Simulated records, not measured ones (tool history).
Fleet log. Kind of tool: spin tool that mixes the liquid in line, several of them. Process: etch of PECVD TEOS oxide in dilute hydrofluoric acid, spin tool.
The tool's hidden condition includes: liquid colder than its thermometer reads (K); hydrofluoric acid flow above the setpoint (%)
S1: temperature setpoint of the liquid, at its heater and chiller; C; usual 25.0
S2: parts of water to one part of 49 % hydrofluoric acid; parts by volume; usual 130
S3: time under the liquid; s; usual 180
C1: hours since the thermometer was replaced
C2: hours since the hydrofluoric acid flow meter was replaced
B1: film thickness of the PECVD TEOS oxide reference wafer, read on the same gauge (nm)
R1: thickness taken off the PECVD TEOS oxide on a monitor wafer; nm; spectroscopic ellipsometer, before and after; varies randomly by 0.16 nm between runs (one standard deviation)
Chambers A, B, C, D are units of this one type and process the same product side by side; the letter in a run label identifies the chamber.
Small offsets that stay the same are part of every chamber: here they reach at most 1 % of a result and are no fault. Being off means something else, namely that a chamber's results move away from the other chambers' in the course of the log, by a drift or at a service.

| run | hour | S1 | S2 | S3 | C1 | C2 | B1 | R1 |
|---|---|---|---|---|---|---|---|---|
| 1B | 9.8 | 25.0 | 130 | 180 | 544.0 | 749.7 | 50.028 | 22.077 |
| 2D | 17.5 | 25.0 | 130 | 180 | 349.3 | 920.4 | 49.961 | 21.996 |
| 3A | 26.7 | 25.0 | 130 | 180 | 328.1 | 377.7 | 49.976 | 21.891 |
| 4C | 39.0 | 25.0 | 130 | 180 | 1463.2 | 412.5 | 49.994 | 21.741 |
| 5D | 51.2 | 25.0 | 130 | 180 | 383.0 | 954.1 | 49.980 | 21.756 |
| 6C | 65.7 | 22.0 | 130 | 180 | 1489.9 | 439.2 | 50.014 | 19.631 |
| 7B | 77.0 | 22.0 | 130 | 180 | 611.2 | 816.9 | 50.017 | 19.649 |
| 8A | 84.2 | 22.0 | 130 | 180 | 385.6 | 435.2 | 50.017 | 19.688 |
| 9A | 94.1 | 22.0 | 130 | 180 | 395.5 | 445.1 | 49.970 | 19.483 |
| 10B | 101.1 | 25.0 | 130 | 180 | 635.3 | 841.0 | 50.035 | 21.752 |
| 11D | 113.3 | 25.0 | 130 | 180 | 445.1 | 1016.2 | 49.971 | 22.052 |
| 12C | 122.9 | 25.0 | 130 | 180 | 1547.1 | 496.4 | 50.015 | 22.272 |
| 13B | 133.5 | 25.0 | 130 | 180 | 667.7 | 873.4 | 49.960 | 22.135 |
| 14D | 140.8 | 25.0 | 130 | 110 | 472.6 | 1043.7 | 50.034 | 13.360 |
| 15C | 148.9 | 25.0 | 130 | 110 | 1573.1 | 522.4 | 50.007 | 13.382 |
| 16A | 159.5 | 25.0 | 130 | 110 | 460.9 | 510.5 | 50.015 | 13.273 |
| 17D | 173.1 | 25.0 | 130 | 110 | 504.9 | 1076.0 | 49.963 | 13.195 |
| 18A | 186.9 | 25.0 | 130 | 180 | 488.3 | 537.9 | 49.983 | 21.684 |
| 19C | 194.9 | 21.5 | 95 | 180 | 1619.1 | 568.4 | 49.997 | 27.246 |
| 20B | 204.0 | 21.5 | 95 | 180 | 738.2 | 943.9 | 49.965 | 27.316 |
| 21C | 215.8 | 21.5 | 95 | 180 | 1640.0 | 589.3 | 50.018 | 27.075 |
| 22A | 229.9 | 21.5 | 95 | 180 | 531.3 | 580.9 | 49.989 | 26.990 |
|  | 230.4 | chamber B: hydrofluoric acid flow meter replaced |
| 23B | 236.4 | 25.0 | 130 | 180 | 770.6 | 6.0 | 49.988 | 21.960 |
| 24D | 245.8 | 25.0 | 130 | 180 | 577.6 | 1148.7 | 50.028 | 21.030 |
| 25C | 256.6 | 25.0 | 130 | 180 | 1680.8 | 630.1 | 49.971 | 22.071 |
| 26D | 267.3 | 25.0 | 130 | 180 | 599.1 | 1170.2 | 49.958 | 20.932 |
| 27B | 280.6 | 25.0 | 130 | 180 | 814.8 | 50.2 | 50.000 | 21.577 |
| 28A | 287.3 | 25.0 | 130 | 180 | 588.7 | 638.3 | 49.966 | 21.738 |
| 29D | 299.9 | 25.0 | 130 | 180 | 631.7 | 1202.8 | 50.007 | 20.796 |
| 30C | 309.6 | 25.0 | 130 | 180 | 1733.8 | 683.1 | 50.007 | 22.064 |
| 31A | 321.4 | 25.0 | 130 | 180 | 622.8 | 672.4 | 49.991 | 21.703 |
| 32B | 329.3 | 25.0 | 130 | 85 | 863.5 | 98.9 | 50.037 | 10.263 |

What goes on in this fleet: one chamber off, a drifting gauge, or nothing beyond the chambers' own small offsets? Name the chamber and the cause, if any.

Little by little, chamber D moves away from the other chambers.
Cause: liquid colder than its thermometer reads (K) = 2.
The log might look much the same if the cause were instead: hydrofluoric acid flow below the setpoint (%).

Below are 4 candidate recipes for chamber D's next run, each the usual settings with a change, their results shown as question marks. Which of them brings D's results back in line with what the other chambers give on the usual settings?
Allowed miss from the other chambers' usual-settings mean, per result, to count as in line: R1 0.570 nm
| 33D-1 | 340.0 | 27.0 | 130 | 180 |  |  |  | ? |
| 33D-2 | 340.0 | 25.0 | 130 | 175 |  |  |  | ? |
| 33D-3 | 340.0 | 25.0 | 130 | 185 |  |  |  | ? |
| 33D-4 | 340.0 | 23.0 | 130 | 180 |  |  |  | ? |

The mean the other chambers reach with the usual settings: R1 21.861 nm
| run | R1 |
|---|---|
| 33D-1 | 21.944 |
| 33D-2 | 19.728 |
| 33D-3 | 20.855 |
| 33D-4 | 18.741 |
The right change is 33D-1: it brings the chamber back within the allowed miss of the others.
